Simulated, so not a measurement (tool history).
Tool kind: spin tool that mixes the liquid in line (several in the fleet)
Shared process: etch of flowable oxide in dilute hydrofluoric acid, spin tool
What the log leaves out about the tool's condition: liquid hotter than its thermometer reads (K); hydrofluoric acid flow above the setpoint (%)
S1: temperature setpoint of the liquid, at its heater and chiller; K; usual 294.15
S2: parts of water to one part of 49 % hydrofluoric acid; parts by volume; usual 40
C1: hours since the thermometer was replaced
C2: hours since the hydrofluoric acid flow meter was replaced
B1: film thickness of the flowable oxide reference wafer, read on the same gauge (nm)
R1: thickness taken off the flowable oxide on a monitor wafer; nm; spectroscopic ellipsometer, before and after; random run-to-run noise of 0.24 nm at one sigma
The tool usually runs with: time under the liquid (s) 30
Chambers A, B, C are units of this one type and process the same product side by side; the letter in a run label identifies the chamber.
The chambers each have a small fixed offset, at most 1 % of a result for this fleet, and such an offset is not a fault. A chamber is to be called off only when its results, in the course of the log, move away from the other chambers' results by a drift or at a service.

{"run": "1C", "hour": 10.0, "S1": 294.15, "S2": 40, "time under the liquid (s)": 30, "C1": 177.5, "C2": 1783.1, "B1": 150.03, "R1": 26.485}
{"run": "2A", "hour": 17.4, "S1": 294.15, "S2": 40, "time under the liquid (s)": 30, "C1": 837, "C2": 1437.5, "B1": 150.01, "R1": 25.879}
{"run": "3B", "hour": 29.6, "S1": 294.15, "S2": 40, "time under the liquid (s)": 30, "C1": 36.2, "C2": 110.1, "B1": 150.01, "R1": 25.866}
{"hour": 38.2, "done": "chamber A: hydrofluoric acid flow meter replaced"}
{"run": "4A", "hour": 41.9, "S1": 294.15, "S2": 40, "time under the liquid (s)": 30, "C1": 861.5, "C2": 3.7, "B1": 150.06, "R1": 26.333}
{"run": "5C", "hour": 51.8, "S1": 294.15, "S2": 40, "time under the liquid (s)": 30, "C1": 219.3, "C2": 1824.9, "B1": 150.02, "R1": 26.178}
{"run": "6B", "hour": 57.4, "S1": 294.15, "S2": 40, "time under the liquid (s)": 30, "C1": 64, "C2": 137.9, "B1": 150.02, "R1": 26.49}
{"run": "7A", "hour": 65.5, "S1": 294.15, "S2": 40, "time under the liquid (s)": 30, "C1": 885.1, "C2": 27.3, "B1": 149.98, "R1": 26.635}
{"run": "8C", "hour": 75.6, "S1": 294.15, "S2": 40, "time under the liquid (s)": 30, "C1": 243.1, "C2": 1848.7, "B1": 150.01, "R1": 26.312}
{"run": "9B", "hour": 88.3, "S1": 294.15, "S2": 40, "time under the liquid (s)": 30, "C1": 94.9, "C2": 168.8, "B1": 150.02, "R1": 26.17}
{"run": "10B", "hour": 97.8, "S1": 294.15, "S2": 50, "time under the liquid (s)": 15, "C1": 104.4, "C2": 178.3, "B1": 149.97, "R1": 10.479}
{"run": "11A", "hour": 109.1, "S1": 294.15, "S2": 50, "time under the liquid (s)": 15, "C1": 928.7, "C2": 70.9, "B1": 150, "R1": 10.798}
{"run": "12C", "hour": 118.2, "S1": 294.15, "S2": 50, "time under the liquid (s)": 15, "C1": 285.7, "C2": 1891.3, "B1": 149.99, "R1": 10.485}
{"run": "13C", "hour": 123.7, "S1": 294.15, "S2": 40, "time under the liquid (s)": 30, "C1": 291.2, "C2": 1896.8, "B1": 150.05, "R1": 26.232}
{"run": "14A", "hour": 136.5, "S1": 294.15, "S2": 40, "time under the liquid (s)": 30, "C1": 956.1, "C2": 98.3, "B1": 149.99, "R1": 27.185}
{"run": "15B", "hour": 146.4, "S1": 294.15, "S2": 40, "time under the liquid (s)": 30, "C1": 153, "C2": 226.9, "B1": 150.02, "R1": 26.24}
{"run": "16B", "hour": 158.4, "S1": 294.15, "S2": 40, "time under the liquid (s)": 15, "C1": 165, "C2": 238.9, "B1": 150, "R1": 13.076}
{"run": "17C", "hour": 165.5, "S1": 294.15, "S2": 40, "time under the liquid (s)": 15, "C1": 333, "C2": 1938.6, "B1": 150.02, "R1": 13.3}
{"run": "18A", "hour": 171.6, "S1": 294.15, "S2": 40, "time under the liquid (s)": 15, "C1": 991.2, "C2": 133.4, "B1": 149.97, "R1": 13.997}
{"run": "19B", "hour": 184.3, "S1": 294.15, "S2": 40, "time under the liquid (s)": 30, "C1": 190.9, "C2": 264.8, "B1": 150.06, "R1": 26.193}
{"run": "20A", "hour": 195.7, "S1": 294.15, "S2": 40, "time under the liquid (s)": 30, "C1": 1015.3, "C2": 157.5, "B1": 150, "R1": 28.618}
{"run": "21C", "hour": 203.4, "S1": 294.15, "S2": 40, "time under the liquid (s)": 30, "C1": 370.9, "C2": 1976.5, "B1": 149.99, "R1": 26.361}
{"run": "22B", "hour": 213.8, "S1": 294.15, "S2": 40, "time under the liquid (s)": 30, "C1": 220.4, "C2": 294.3, "B1": 149.95, "R1": 26.426}

Does one chamber stand apart from the rest, does the shared gauge drift, or is all well apart from small per-chamber offsets? Give the chamber and the most likely cause, where there is one.

It is chamber A that slowly wanders off from its peers.
Cause: liquid hotter than its thermometer reads (K) = 2.38.
With only this log, it may be confused with: hydrofluoric acid flow above the setpoint (%).

Chamber A could run next with any of the 4 candidate recipes listed below; each alters the usual settings, and their results appear as question marks. Which one brings its results back in line with what the other chambers deliver on the usual settings?
In-line tolerance around the mean of the other chambers on the usual settings: R1 0.85 nm
{"run": "23A-1", "hour": 223.0, "S1": 294.15, "S2": 40, "time under the liquid (s)": 35, "R1": "?"}
{"run": "23A-2", "hour": 223.0, "S1": 291.65, "S2": 40, "time under the liquid (s)": 30, "R1": "?"}
{"run": "23A-3", "hour": 223.0, "S1": 290.15, "S2": 40, "time under the liquid (s)": 30, "R1": "?"}
{"run": "23A-4", "hour": 223.0, "S1": 296.65, "S2": 40, "time under the liquid (s)": 30, "R1": "?"}

Average result of the remaining chambers running the usual settings: R1 26.234 nm
run=23A-1 R1=33.882
run=23A-2 R1=26.175
run=23A-3 R1=24.571
run=23A-4 R1=32.173
With 23A-2, the chamber falls back in line with the rest.
